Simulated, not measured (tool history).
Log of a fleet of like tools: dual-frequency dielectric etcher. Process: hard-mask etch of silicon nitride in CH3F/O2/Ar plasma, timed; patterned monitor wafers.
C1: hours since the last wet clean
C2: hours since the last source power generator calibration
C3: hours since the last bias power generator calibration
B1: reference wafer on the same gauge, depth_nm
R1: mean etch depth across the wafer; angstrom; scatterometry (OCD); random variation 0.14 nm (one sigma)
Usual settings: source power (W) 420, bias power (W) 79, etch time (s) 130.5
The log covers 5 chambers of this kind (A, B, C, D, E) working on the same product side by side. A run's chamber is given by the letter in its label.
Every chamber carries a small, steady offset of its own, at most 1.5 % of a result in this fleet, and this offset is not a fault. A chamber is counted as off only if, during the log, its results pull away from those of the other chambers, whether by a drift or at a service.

run 1D hour=4.8 | source_power_(W)=420 bias_power_(W)=79 etch_time_(s)=130.5 | C1=161.6 C2=2736.2 C3=689.2 | B1=92.324 | R1=956.44
run 2C hour=10.7 | source_power_(W)=420 bias_power_(W)=79 etch_time_(s)=130.5 | C1=175.7 C2=2047.4 C3=4209.9 | B1=92.322 | R1=952.57
run 3E hour=13.4 | source_power_(W)=420 bias_power_(W)=79 etch_time_(s)=130.5 | C1=111.1 C2=3431.4 C3=808 | B1=92.345 | R1=965.33
run 4A hour=19.2 | source_power_(W)=420 bias_power_(W)=79 etch_time_(s)=130.5 | C1=292.7 C2=3793.6 C3=1221.6 | B1=92.385 | R1=966.46
run 5B hour=25.1 | source_power_(W)=420 bias_power_(W)=79 etch_time_(s)=130.5 | C1=241.1 C2=1741 C3=1512.9 | B1=92.399 | R1=971.71
run 6A hour=27.8 | source_power_(W)=420 bias_power_(W)=79 etch_time_(s)=130.5 | C1=301.3 C2=3802.2 C3=1230.2 | B1=92.394 | R1=968.02
run 7B hour=31.8 | source_power_(W)=420 bias_power_(W)=79 etch_time_(s)=130.5 | C1=247.8 C2=1747.7 C3=1519.6 | B1=92.393 | R1=972.48
run 8D hour=34.4 | source_power_(W)=420 bias_power_(W)=79 etch_time_(s)=130.5 | C1=191.2 C2=2765.8 C3=718.8 | B1=92.44 | R1=959.75
run 9C hour=37 | source_power_(W)=420 bias_power_(W)=79 etch_time_(s)=130.5 | C1=202 C2=2073.7 C3=4236.2 | B1=92.442 | R1=949.82
run 10E hour=39.7 | source_power_(W)=450 bias_power_(W)=79 etch_time_(s)=148.5 | C1=137.4 C2=3457.7 C3=834.3 | B1=92.444 | R1=1128.5
run 11B hour=43.2 | source_power_(W)=450 bias_power_(W)=79 etch_time_(s)=148.5 | C1=259.2 C2=1759.1 C3=1531 | B1=92.455 | R1=1136.5
run 12A hour=47.9 | source_power_(W)=450 bias_power_(W)=79 etch_time_(s)=148.5 | C1=321.4 C2=3822.3 C3=1250.3 | B1=92.47 | R1=1129.1
run 13E hour=52.7 | source_power_(W)=450 bias_power_(W)=79 etch_time_(s)=148.5 | C1=150.4 C2=3470.7 C3=847.3 | B1=92.479 | R1=1128.1
run 14C hour=55.5 | source_power_(W)=450 bias_power_(W)=79 etch_time_(s)=148.5 | C1=220.5 C2=2092.2 C3=4254.7 | B1=92.511 | R1=1113.2
run 15D hour=58.5 | source_power_(W)=420 bias_power_(W)=79 etch_time_(s)=130.5 | C1=215.3 C2=2789.9 C3=742.9 | B1=92.512 | R1=959.04
run 16D hour=62.2 | source_power_(W)=420 bias_power_(W)=79 etch_time_(s)=130.5 | C1=219 C2=2793.6 C3=746.6 | B1=92.519 | R1=959.02
run 17E hour=66.7 | source_power_(W)=420 bias_power_(W)=79 etch_time_(s)=130.5 | C1=164.4 C2=3484.7 C3=861.3 | B1=92.557 | R1=965.27
run 18A hour=70.7 | source_power_(W)=420 bias_power_(W)=79 etch_time_(s)=130.5 | C1=344.2 C2=3845.1 C3=1273.1 | B1=92.543 | R1=967.83
run 19B hour=76.2 | source_power_(W)=460 bias_power_(W)=79 etch_time_(s)=130.5 | C1=292.2 C2=1792.1 C3=1564 | B1=92.573 | R1=1008
run 20C hour=79.8 | source_power_(W)=460 bias_power_(W)=79 etch_time_(s)=130.5 | C1=244.8 C2=2116.5 C3=4279 | B1=92.602 | R1=984.93
run 21E hour=84.4 | source_power_(W)=460 bias_power_(W)=79 etch_time_(s)=130.5 | C1=182.1 C2=3502.4 C3=879 | B1=92.595 | R1=1000.9
run 22B hour=90.2 | source_power_(W)=460 bias_power_(W)=79 etch_time_(s)=130.5 | C1=306.2 C2=1806.1 C3=1578 | B1=92.644 | R1=1009.8
run 23A hour=94.1 | source_power_(W)=460 bias_power_(W)=79 etch_time_(s)=130.5 | C1=367.6 C2=3868.5 C3=1296.5 | B1=92.615 | R1=1002.4
run 24D hour=97.4 | source_power_(W)=420 bias_power_(W)=79 etch_time_(s)=130.5 | C1=254.2 C2=2828.8 C3=781.8 | B1=92.677 | R1=959.94
run 25C hour=103.2 | source_power_(W)=420 bias_power_(W)=79 etch_time_(s)=130.5 | C1=268.2 C2=2139.9 C3=4302.4 | B1=92.656 | R1=954.83
run 26E hour=107.1 | source_power_(W)=500 bias_power_(W)=79 etch_time_(s)=130.5 | C1=204.8 C2=3525.1 C3=901.7 | B1=92.656 | R1=1035.8
run 27D hour=112.7 | source_power_(W)=500 bias_power_(W)=79 etch_time_(s)=130.5 | C1=269.5 C2=2844.1 C3=797.1 | B1=92.722 | R1=1027.7
-- hour=114.1 chamber A: wet clean of the chamber
run 28B hour=116.2 | source_power_(W)=500 bias_power_(W)=79 etch_time_(s)=130.5 | C1=332.2 C2=1832.1 C3=1604 | B1=92.703 | R1=1046.1
run 29A hour=119.6 | source_power_(W)=500 bias_power_(W)=79 etch_time_(s)=130.5 | C1=5.6 C2=3894 C3=1322 | B1=92.718 | R1=1033.5
run 30C hour=124 | source_power_(W)=500 bias_power_(W)=79 etch_time_(s)=130.5 | C1=289 C2=2160.7 C3=4323.2 | B1=92.7 | R1=1019.3
run 31D hour=129.9 | source_power_(W)=420 bias_power_(W)=79 etch_time_(s)=130.5 | C1=286.7 C2=2861.3 C3=814.3 | B1=92.742 | R1=959.78
run 32E hour=134.7 | source_power_(W)=420 bias_power_(W)=79 etch_time_(s)=130.5 | C1=232.4 C2=3552.7 C3=929.3 | B1=92.777 | R1=967.46
run 33B hour=140.1 | source_power_(W)=420 bias_power_(W)=79 etch_time_(s)=130.5 | C1=356.1 C2=1856 C3=1627.9 | B1=92.81 | R1=976.94
run 34A hour=145.4 | source_power_(W)=420 bias_power_(W)=79 etch_time_(s)=130.5 | C1=31.4 C2=3919.8 C3=1347.8 | B1=92.821 | R1=970.6

Is one chamber out of step, is the gauge drifting, or do the chambers differ by no more than their own small offsets? For an off chamber, give its letter and the likeliest cause.

It is the gauge, not a chamber: its drift shows up in every chamber's results at once, and no chamber is off.
What lies behind it: gauge reads high (%) = 0.585.

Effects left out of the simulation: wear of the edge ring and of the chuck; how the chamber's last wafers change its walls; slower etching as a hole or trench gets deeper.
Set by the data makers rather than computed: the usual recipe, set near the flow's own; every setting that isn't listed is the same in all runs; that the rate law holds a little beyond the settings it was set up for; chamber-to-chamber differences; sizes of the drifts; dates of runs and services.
